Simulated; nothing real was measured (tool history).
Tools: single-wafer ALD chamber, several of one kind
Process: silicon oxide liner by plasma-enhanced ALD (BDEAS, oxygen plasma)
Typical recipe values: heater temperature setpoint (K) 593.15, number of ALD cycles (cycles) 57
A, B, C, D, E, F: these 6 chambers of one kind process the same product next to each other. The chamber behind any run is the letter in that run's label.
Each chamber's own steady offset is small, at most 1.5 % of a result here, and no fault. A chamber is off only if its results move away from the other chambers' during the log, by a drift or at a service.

run	hour	heater temperature setpoint (K)	number of ALD cycles (cycles)	hours since the last thermocouple change	read-back reference wafer on the same gauge, thickness_nm	mean film thickness on the monitor wafer (angstrom)
1C	8.5	593.15	57	849.2	4.6492	52.299
2A	14.9	593.15	57	894.5	4.6487	51.482
3F	19.6	593.15	57	232.5	4.6486	51.416
4B	24.7	593.15	57	722.3	4.6497	51.135
5D	30.9	593.15	57	651.1	4.6458	51.773
6E	40.6	593.15	57	2284.3	4.6463	51.103
7A	47.8	593.15	57	927.4	4.6472	51.706
8D	56.8	598.15	67	677.0	4.6429	60.320
9C	65.8	598.15	67	906.5	4.6437	60.751
10F	70.6	598.15	67	283.5	4.6445	59.704
11E	76.9	598.15	67	2320.6	4.6430	59.715
12B	82.4	598.15	67	780.0	4.6434	59.523
13A	89.7	598.15	67	969.3	4.6420	60.230
14C	99.1	593.15	57	939.8	4.6401	52.184
15B	104.3	593.15	57	801.9	4.6400	51.135
16D	111.6	593.15	57	731.8	4.6393	51.537
17E	120.8	593.15	57	2364.5	4.6379	51.112
18F	129.0	593.15	57	341.9	4.6370	51.117
19D	135.2	593.15	57	755.4	4.6390	51.474
20A	145.4	593.15	57	1025.0	4.6357	51.537
21E	152.8	593.15	57	2396.5	4.6380	51.043
22C	162.5	593.15	57	1003.2	4.6349	52.050
23B	171.0	593.15	57	868.6	4.6354	50.872
24F	180.6	593.15	57	393.5	4.6319	51.103
25B	190.2	593.15	57	887.8	4.6332	50.846
26C	197.5	593.15	57	1038.2	4.6329	52.010
27A	202.5	593.15	57	1082.1	4.6310	51.533
28F	211.9	593.15	57	424.8	4.6308	51.028
29D	219.5	603.15	48	839.7	4.6302	42.716
30E	225.3	603.15	48	2469.0	4.6286	42.305
31A	233.5	603.15	48	1113.1	4.6274	42.642
32C	238.7	603.15	48	1079.4	4.6278	43.144
33D	249.3	603.15	48	869.5	4.6253	42.624
34E	254.5	603.15	48	2498.2	4.6257	42.236
35B	259.9	593.15	57	957.5	4.6269	50.890
36F	268.7	593.15	57	481.6	4.6255	51.142
37F	276.3	604.15	64	489.2	4.6240	56.479
38C	286.6	604.15	64	1127.3	4.6242	57.364
39D	295.8	604.15	64	916.0	4.6224	56.689
40E	304.5	604.15	64	2548.2	4.6212	56.182
41A	310.7	604.15	64	1190.3	4.6209	56.652
42B	319.3	604.15	64	1016.9	4.6187	56.241

Next, all 6 chambers run the settings below, one line each with question marks for the results. What does each chamber give?
43A	327.0	579.15	57			?
43B	327.0	579.15	57			?
43C	327.0	579.15	57			?
43D	327.0	579.15	57			?
43E	327.0	579.15	57			?
43F	327.0	579.15	57			?

run	mean film thickness on the monitor wafer (angstrom)
43A	52.461
43B	51.885
43C	52.880
43D	52.347
43E	51.841
43F	51.885
